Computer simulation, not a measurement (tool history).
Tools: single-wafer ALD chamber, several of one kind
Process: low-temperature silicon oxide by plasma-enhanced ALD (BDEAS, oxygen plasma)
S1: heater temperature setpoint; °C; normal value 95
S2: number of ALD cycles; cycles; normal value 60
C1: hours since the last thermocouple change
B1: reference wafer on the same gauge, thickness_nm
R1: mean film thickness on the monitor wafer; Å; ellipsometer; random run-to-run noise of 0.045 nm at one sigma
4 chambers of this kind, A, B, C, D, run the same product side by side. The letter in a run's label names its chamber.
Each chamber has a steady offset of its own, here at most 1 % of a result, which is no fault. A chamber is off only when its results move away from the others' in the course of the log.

run	day	S1	S2	C1	B1	R1
1C	0.150	95	60	1060.2	9.0318	86.434
2B	0.283	95	60	1565.0	9.0330	87.383
3A	0.371	95	60	1995.5	9.0448	87.041
4D	0.446	95	60	1633.6	9.0225	86.511
5A	0.550	95	60	1999.8	9.0340	86.816
6C	0.679	95	60	1072.9	9.0328	86.358
7D	0.821	81	60	1642.6	9.0331	91.078
8B	0.946	81	60	1580.9	9.0255	91.375
9B	1.092	81	60	1584.4	9.0208	91.595
10A	1.242	81	60	2016.4	9.0393	91.932
11C	1.354	95	60	1089.1	9.0332	86.183
12D	1.462	95	60	1658.0	9.0315	87.929
13D	1.638	95	60	1662.2	9.0479	86.988
14B	1.733	95	60	1599.8	9.0197	87.301
15A	1.821	95	60	2030.3	9.0365	86.641
16C	1.971	95	60	1103.9	9.0310	86.176
17A	2.092	95	60	2036.8	9.0357	87.221
18C	2.196	95	60	1109.3	9.0336	86.274
19B	2.300	95	60	1613.4	9.0197	87.376
20D	2.450	95	60	1681.7	9.0391	87.995
21D	2.579	95	60	1684.8	9.0269	87.303
22C	2.688	95	60	1121.1	9.0330	86.447
23B	2.825	95	60	1626.0	9.0210	88.036
24A	2.938	95	60	2057.1	9.0283	87.488
25B	3.083	95	60	1632.2	9.0372	87.355
26A	3.242	95	60	2064.4	9.0152	87.156
27C	3.342	95	60	1136.8	9.0351	86.178
28D	3.479	95	60	1706.4	9.0306	86.264
29D	3.558	95	60	1708.3	9.0193	86.837
30B	3.646	95	60	1645.7	9.0295	87.826
31A	3.729	95	60	2076.1	9.0258	86.975
32C	3.833	95	60	1148.6	9.0357	86.569

Read the log: is a single chamber off, either drifting away or since a service, is the gauge that measures every chamber drifting, or is nothing wrong beyond small per-chamber offsets? Name any odd chamber and what most likely caused it.

No chamber stands off beyond its own small offset, and the gauge holds steady.
